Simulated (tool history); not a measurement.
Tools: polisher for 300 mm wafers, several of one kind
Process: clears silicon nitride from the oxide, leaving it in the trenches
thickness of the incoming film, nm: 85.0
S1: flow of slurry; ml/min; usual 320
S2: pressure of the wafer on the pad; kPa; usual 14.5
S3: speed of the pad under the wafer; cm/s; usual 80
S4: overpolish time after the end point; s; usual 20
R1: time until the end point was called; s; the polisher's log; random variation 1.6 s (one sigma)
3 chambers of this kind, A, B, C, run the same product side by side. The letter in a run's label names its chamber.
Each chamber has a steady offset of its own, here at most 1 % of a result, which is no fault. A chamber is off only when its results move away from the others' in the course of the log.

Run 1C, hour 14.9: usual settings. Result: R1 180.99 s.
Run 2A, hour 24.2: usual settings. Result: R1 179 s.
Run 3B, hour 40: usual settings. Result: R1 183.87 s.
Run 4A, hour 48.4: usual settings. Result: R1 178.43 s.
Run 5C, hour 59.7: usual settings. Result: R1 180.43 s.
At hour 68.6: chamber A: worn pad replaced by a new one.
Run 6B, hour 70.9: usual settings. Result: R1 182.73 s.
Run 7B, hour 79.9: usual settings. Result: R1 179.27 s.
Run 8C, hour 87.2: usual settings. Result: R1 183.21 s.
At hour 93.2: chamber C: worn pad replaced by a new one.
Run 9A, hour 98.2: usual settings. Result: R1 177.14 s.
Run 10A, hour 113.2: usual settings. Result: R1 181.65 s.
Run 11C, hour 120.3: usual settings. Result: R1 181.94 s.
At hour 121.8: chamber C: head pressure recalibrated.
At hour 130.7: chamber A: head pressure recalibrated.
Run 12B, hour 135.7: usual settings. Result: R1 180.41 s.
Run 13C, hour 147.4: usual settings. Result: R1 179.71 s.
Run 14A, hour 154.6: usual settings. Result: R1 159.39 s.
Run 15B, hour 164: usual settings. Result: R1 180.51 s.
Run 16A, hour 173: usual settings. Result: R1 160.82 s.
At hour 185.5: chamber A: worn pad replaced by a new one.
Run 17B, hour 186.1: usual settings. Result: R1 180.51 s.
Run 18C, hour 196.2: usual settings. Result: R1 181.51 s.
Run 19A, hour 203.2: usual settings but S1 245 ml/min, S2 17.2 kPa. Result: R1 138.21 s.
Run 20C, hour 216.1: usual settings but S1 245 ml/min, S2 17.2 kPa. Result: R1 155.62 s.

Is one chamber off against the others, does the gauge drift, or is nothing wrong? If a chamber is off, say which, and what the likeliest cause is.

A service left chamber A off against the others.
Cause: head's pressure above its setpoint, % = 11.3.

Here are 4 candidates for chamber A's next run, each the usual settings with a change, their results left as question marks. Which one brings its results back in line with what the others give on the usual settings?
In line means no further than this from the other chambers' mean on the usual settings: R1 5.7 s
Run 21A-1, hour 227.4: usual settings but S1 315 ml/min, S2 13.1 kPa, S3 70 cm/s. Result: R1 ?.
Run 21A-2, hour 227.4: usual settings but S1 325 ml/min, S3 100 cm/s. Result: R1 ?.
Run 21A-3, hour 227.4: usual settings but S2 15.2 kPa, S3 86 cm/s. Result: R1 ?.
Run 21A-4, hour 227.4: usual settings but S2 13.8 kPa, S3 74 cm/s. Result: R1 ?.

The other chambers' mean on the usual settings: R1 180.13 s
  run      R1
21A-1  203.07
21A-2  128.28
21A-3  142.63
21A-4  182.28
21A-4 brings the chamber back in line.
